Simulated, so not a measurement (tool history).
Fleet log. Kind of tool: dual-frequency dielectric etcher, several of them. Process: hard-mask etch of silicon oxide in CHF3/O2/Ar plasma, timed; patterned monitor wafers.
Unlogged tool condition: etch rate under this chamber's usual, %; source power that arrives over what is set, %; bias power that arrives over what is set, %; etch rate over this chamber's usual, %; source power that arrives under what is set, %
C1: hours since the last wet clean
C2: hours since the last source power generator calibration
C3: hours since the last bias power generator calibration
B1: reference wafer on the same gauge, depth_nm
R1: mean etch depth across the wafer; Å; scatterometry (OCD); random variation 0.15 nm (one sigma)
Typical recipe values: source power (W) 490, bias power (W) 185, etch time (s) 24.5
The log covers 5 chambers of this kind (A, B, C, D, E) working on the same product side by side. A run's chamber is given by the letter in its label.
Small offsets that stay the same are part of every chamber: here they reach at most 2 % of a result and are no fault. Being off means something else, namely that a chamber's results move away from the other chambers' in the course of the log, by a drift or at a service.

run 1C hour=10.6 | source_power_(W)=490 bias_power_(W)=185 etch_time_(s)=24.5 | C1=221.6 C2=1236.6 C3=468.7 | B1=40.69 | R1=450.38
run 2E hour=20.2 | source_power_(W)=490 bias_power_(W)=185 etch_time_(s)=24.5 | C1=249.2 C2=24.9 C3=2172.1 | B1=40.749 | R1=450.52
run 3A hour=27 | source_power_(W)=490 bias_power_(W)=185 etch_time_(s)=24.5 | C1=325.4 C2=439.2 C3=2190 | B1=40.715 | R1=445.7
run 4D hour=35.4 | source_power_(W)=490 bias_power_(W)=185 etch_time_(s)=24.5 | C1=269.7 C2=225.8 C3=568.7 | B1=40.707 | R1=445.53
run 5B hour=46.3 | source_power_(W)=490 bias_power_(W)=185 etch_time_(s)=24.5 | C1=310.4 C2=1844.3 C3=2528.4 | B1=40.714 | R1=449.25
run 6A hour=53.7 | source_power_(W)=560 bias_power_(W)=185 etch_time_(s)=19 | C1=352.1 C2=465.9 C3=2216.7 | B1=40.659 | R1=362.11
run 7E hour=62.3 | source_power_(W)=560 bias_power_(W)=185 etch_time_(s)=19 | C1=291.3 C2=67 C3=2214.2 | B1=40.663 | R1=370.99
run 8D hour=69.8 | source_power_(W)=560 bias_power_(W)=185 etch_time_(s)=19 | C1=304.1 C2=260.2 C3=603.1 | B1=40.715 | R1=363.16
run 9B hour=76 | source_power_(W)=560 bias_power_(W)=185 etch_time_(s)=19 | C1=340.1 C2=1874 C3=2558.1 | B1=40.699 | R1=364.02
-- hour=82 chamber B: wet clean of the chamber
run 10C hour=89.9 | source_power_(W)=560 bias_power_(W)=185 etch_time_(s)=19 | C1=300.9 C2=1315.9 C3=548 | B1=40.7 | R1=366.53
run 11B hour=98 | source_power_(W)=490 bias_power_(W)=185 etch_time_(s)=24.5 | C1=16.1 C2=1896 C3=2580.1 | B1=40.695 | R1=450.91
run 12C hour=105.1 | source_power_(W)=490 bias_power_(W)=185 etch_time_(s)=24.5 | C1=316.1 C2=1331.1 C3=563.2 | B1=40.734 | R1=451.45
run 13A hour=112.3 | source_power_(W)=490 bias_power_(W)=185 etch_time_(s)=24.5 | C1=410.7 C2=524.5 C3=2275.3 | B1=40.71 | R1=445.85
run 14D hour=124.5 | source_power_(W)=490 bias_power_(W)=185 etch_time_(s)=24.5 | C1=358.8 C2=314.9 C3=657.8 | B1=40.694 | R1=446.36
run 15E hour=134.1 | source_power_(W)=390 bias_power_(W)=185 etch_time_(s)=28.5 | C1=363.1 C2=138.8 C3=2286 | B1=40.69 | R1=486.03
run 16E hour=147.5 | source_power_(W)=390 bias_power_(W)=185 etch_time_(s)=28.5 | C1=376.5 C2=152.2 C3=2299.4 | B1=40.696 | R1=480.88
run 17D hour=155.3 | source_power_(W)=390 bias_power_(W)=185 etch_time_(s)=28.5 | C1=389.6 C2=345.7 C3=688.6 | B1=40.702 | R1=474.83
run 18C hour=162.7 | source_power_(W)=390 bias_power_(W)=185 etch_time_(s)=28.5 | C1=373.7 C2=1388.7 C3=620.8 | B1=40.684 | R1=480.44
run 19A hour=174.7 | source_power_(W)=390 bias_power_(W)=185 etch_time_(s)=28.5 | C1=473.1 C2=586.9 C3=2337.7 | B1=40.673 | R1=472.73
run 20B hour=183.5 | source_power_(W)=490 bias_power_(W)=185 etch_time_(s)=24.5 | C1=101.6 C2=1981.5 C3=2665.6 | B1=40.681 | R1=451.47
run 21A hour=191.1 | source_power_(W)=490 bias_power_(W)=185 etch_time_(s)=24.5 | C1=489.5 C2=603.3 C3=2354.1 | B1=40.677 | R1=443.3
-- hour=200.3 chamber D: wet clean of the chamber
run 22E hour=202.9 | source_power_(W)=490 bias_power_(W)=227 etch_time_(s)=28.5 | C1=431.9 C2=207.6 C3=2354.8 | B1=40.683 | R1=570.85
run 23D hour=212.2 | source_power_(W)=490 bias_power_(W)=227 etch_time_(s)=28.5 | C1=12 C2=402.6 C3=745.5 | B1=40.682 | R1=557.09
run 24B hour=224 | source_power_(W)=490 bias_power_(W)=227 etch_time_(s)=28.5 | C1=142.1 C2=2022 C3=2706.1 | B1=40.703 | R1=560.18
run 25C hour=237.6 | source_power_(W)=490 bias_power_(W)=227 etch_time_(s)=28.5 | C1=448.6 C2=1463.6 C3=695.7 | B1=40.715 | R1=562.17
run 26D hour=245.9 | source_power_(W)=490 bias_power_(W)=227 etch_time_(s)=28.5 | C1=45.7 C2=436.3 C3=779.2 | B1=40.697 | R1=556.08
run 27E hour=255.2 | source_power_(W)=560 bias_power_(W)=185 etch_time_(s)=24.5 | C1=484.2 C2=259.9 C3=2407.1 | B1=40.696 | R1=479.75
run 28C hour=264.7 | source_power_(W)=560 bias_power_(W)=185 etch_time_(s)=24.5 | C1=475.7 C2=1490.7 C3=722.8 | B1=40.677 | R1=474.64
-- hour=271.2 chamber E: wet clean of the chamber
-- hour=271.6 chamber A: bias power generator calibrated
run 29B hour=272.1 | source_power_(W)=560 bias_power_(W)=185 etch_time_(s)=24.5 | C1=190.2 C2=2070.1 C3=2754.2 | B1=40.682 | R1=472.79
run 30A hour=278.8 | source_power_(W)=560 bias_power_(W)=185 etch_time_(s)=24.5 | C1=577.2 C2=691 C3=7.3 | B1=40.68 | R1=459.22
run 31B hour=291.7 | source_power_(W)=560 bias_power_(W)=185 etch_time_(s)=24.5 | C1=209.8 C2=2089.7 C3=2773.8 | B1=40.691 | R1=471.34
run 32C hour=298.8 | source_power_(W)=490 bias_power_(W)=185 etch_time_(s)=24.5 | C1=509.8 C2=1524.8 C3=756.9 | B1=40.681 | R1=450.02
run 33D hour=310.9 | source_power_(W)=490 bias_power_(W)=210 etch_time_(s)=24.5 | C1=110.7 C2=501.3 C3=844.2 | B1=40.751 | R1=467.73
run 34E hour=324.6 | source_power_(W)=490 bias_power_(W)=210 etch_time_(s)=24.5 | C1=53.5 C2=329.3 C3=2476.5 | B1=40.669 | R1=472.81
run 35A hour=335.6 | source_power_(W)=490 bias_power_(W)=210 etch_time_(s)=24.5 | C1=634 C2=747.8 C3=64.1 | B1=40.692 | R1=456.64

Is one chamber off against the others, does the gauge drift, or is nothing wrong? If a chamber is off, say which, and what the likeliest cause is.

Little by little, chamber A moves away from the other chambers.
Likeliest cause: etch rate under this chamber's usual, % = 2.27.
Not necessarily distinguishable in this log from: source power that arrives under what is set, %.

Chamber A could run next with any of the 4 candidate recipes listed below; each alters the usual settings, and their results appear as question marks. Which one brings its results back in line with what the other chambers deliver on the usual settings?
Counts as in line when no further than this from what the other chambers average on the usual settings: R1 5.1 Å
run 36A-1 hour=345.8 | source_power_(W)=530 bias_power_(W)=185 etch_time_(s)=24.5 | R1=?
run 36A-2 hour=345.8 | source_power_(W)=480 bias_power_(W)=183 etch_time_(s)=24.5 | R1=?
run 36A-3 hour=345.8 | source_power_(W)=470 bias_power_(W)=178 etch_time_(s)=24.5 | R1=?
run 36A-4 hour=345.8 | source_power_(W)=500 bias_power_(W)=185 etch_time_(s)=24.5 | R1=?

On the usual settings, the other chambers give on average: R1 450.04 Å
run=36A-1 R1=450.2
run=36A-2 R1=431.78
run=36A-3 R1=424.21
run=36A-4 R1=440.25
The answer is 36A-1, which returns the chamber to within the allowed miss of the others.
